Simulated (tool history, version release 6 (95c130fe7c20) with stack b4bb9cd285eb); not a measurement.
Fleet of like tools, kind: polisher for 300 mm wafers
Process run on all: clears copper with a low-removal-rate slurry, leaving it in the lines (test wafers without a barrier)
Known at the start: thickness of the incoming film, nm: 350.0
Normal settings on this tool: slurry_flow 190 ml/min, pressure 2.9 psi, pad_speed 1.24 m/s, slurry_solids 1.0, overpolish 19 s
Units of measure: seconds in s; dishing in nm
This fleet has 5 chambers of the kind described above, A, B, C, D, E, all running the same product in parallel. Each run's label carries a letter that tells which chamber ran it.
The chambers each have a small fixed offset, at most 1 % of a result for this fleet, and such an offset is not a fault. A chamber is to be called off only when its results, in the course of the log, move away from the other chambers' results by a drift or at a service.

run,hour,slurry_flow,pressure,pad_speed,slurry_solids,overpolish,seconds,dishing
1C,6.0,190,2.9,1.24,1.0,19,106.940,40.680
2A,9.0,190,2.9,1.24,1.0,19,102.020,40.686
3E,12.4,190,2.9,1.24,1.0,19,103.210,39.656
4B,18.6,190,2.9,1.24,1.0,19,102.050,41.363
5D,21.7,190,2.9,1.24,1.0,19,106.900,39.485
6B,27.3,190,2.9,1.24,1.0,19,105.640,41.201
# hour 27.5: chamber A: worn pad replaced by a new one
7D,33.8,190,2.9,1.24,1.0,19,106.890,41.235
8E,39.3,190,2.9,1.24,1.0,19,107.390,41.149
9A,42.8,190,2.9,1.24,1.0,19,107.480,40.256
# hour 45.5: chamber C: worn pad replaced by a new one
10C,49.2,190,2.9,1.24,1.0,19,104.070,41.199
11D,54.0,190,2.9,1.24,1.0,19,103.770,40.845
12C,57.3,190,2.9,1.24,1.0,19,106.090,41.776
13B,62.4,190,2.9,1.24,1.0,19,100.730,41.165
14A,67.3,240,2.9,1.24,1.2,19,98.135,43.050
15E,73.5,240,2.9,1.24,1.2,19,98.571,42.813
16A,80.1,240,2.9,1.24,1.2,19,97.591,43.366
17B,83.2,240,2.9,1.24,1.2,19,97.207,43.022
# hour 84.9: chamber D: worn pad replaced by a new one
18C,86.2,240,2.9,1.24,1.2,19,102.390,42.887
19D,89.6,190,2.9,1.24,1.0,19,104.820,40.125
# hour 91.2: chamber E: slurry blender recalibrated
20E,94.3,190,2.9,1.24,1.0,19,103.280,40.318
# hour 95.8: chamber B: worn pad replaced by a new one
21D,98.9,190,2.9,1.24,1.0,19,101.740,40.858
22A,104.3,190,2.9,1.24,1.0,19,103.420,40.090
23C,109.9,190,2.9,1.24,1.0,19,104.780,41.806
24E,113.1,190,2.9,1.24,1.0,19,103.380,40.467
25B,118.7,190,2.9,1.24,1.0,19,103.770,40.422
26E,123.6,190,2.9,1.24,1.0,19,99.900,39.937
# hour 124.7: chamber E: worn pad replaced by a new one
27D,127.0,190,2.9,1.24,1.0,19,106.450,41.005
28C,132.2,190,2.9,1.24,1.0,19,105.190,41.367
29B,135.2,190,2.9,1.24,1.0,19,102.860,41.725
# hour 137.5: chamber A: slurry blender recalibrated
# hour 140.5: chamber A: slurry nozzle cleaned
30A,141.3,190,2.9,1.24,1.0,19,105.350,41.787
# hour 142.1: chamber B: slurry blender recalibrated
31C,145.6,190,2.9,1.24,1.0,19,106.680,41.933
32D,150.1,190,2.4,1.24,1.0,19,127.150,34.452
33E,156.5,190,2.4,1.24,1.0,19,126.250,33.871
34B,161.0,190,2.4,1.24,1.0,19,126.700,34.979
35A,165.7,190,2.4,1.24,1.0,19,124.970,34.054
36E,169.1,190,2.4,1.24,1.0,19,126.330,34.680
37B,172.0,190,2.9,1.24,1.1,19,100.050,41.777
# hour 173.8: chamber D: slurry blender recalibrated
38C,177.8,190,2.9,1.24,1.1,19,102.370,40.914
39D,181.4,190,2.9,1.24,1.1,19,102.370,41.577
# hour 184.4: chamber A: worn pad replaced by a new one
40A,184.4,190,2.9,1.24,1.1,19,102.340,41.369
41D,189.5,190,2.9,1.24,1.1,19,102.910,41.451

Each of the 5 chambers runs these same settings next. Fill in every chamber's results:
42A,194.3,190,3.7,1.24,1.0,19,?,?
42B,194.3,190,3.7,1.24,1.0,19,?,?
42C,194.3,190,3.7,1.24,1.0,19,?,?
42D,194.3,190,3.7,1.24,1.0,19,?,?
42E,194.3,190,3.7,1.24,1.0,19,?,?

run,seconds,dishing
42A,83.029,49.496
42B,83.555,50.406
42C,81.188,50.469
42D,80.606,50.518
42E,80.617,50.531
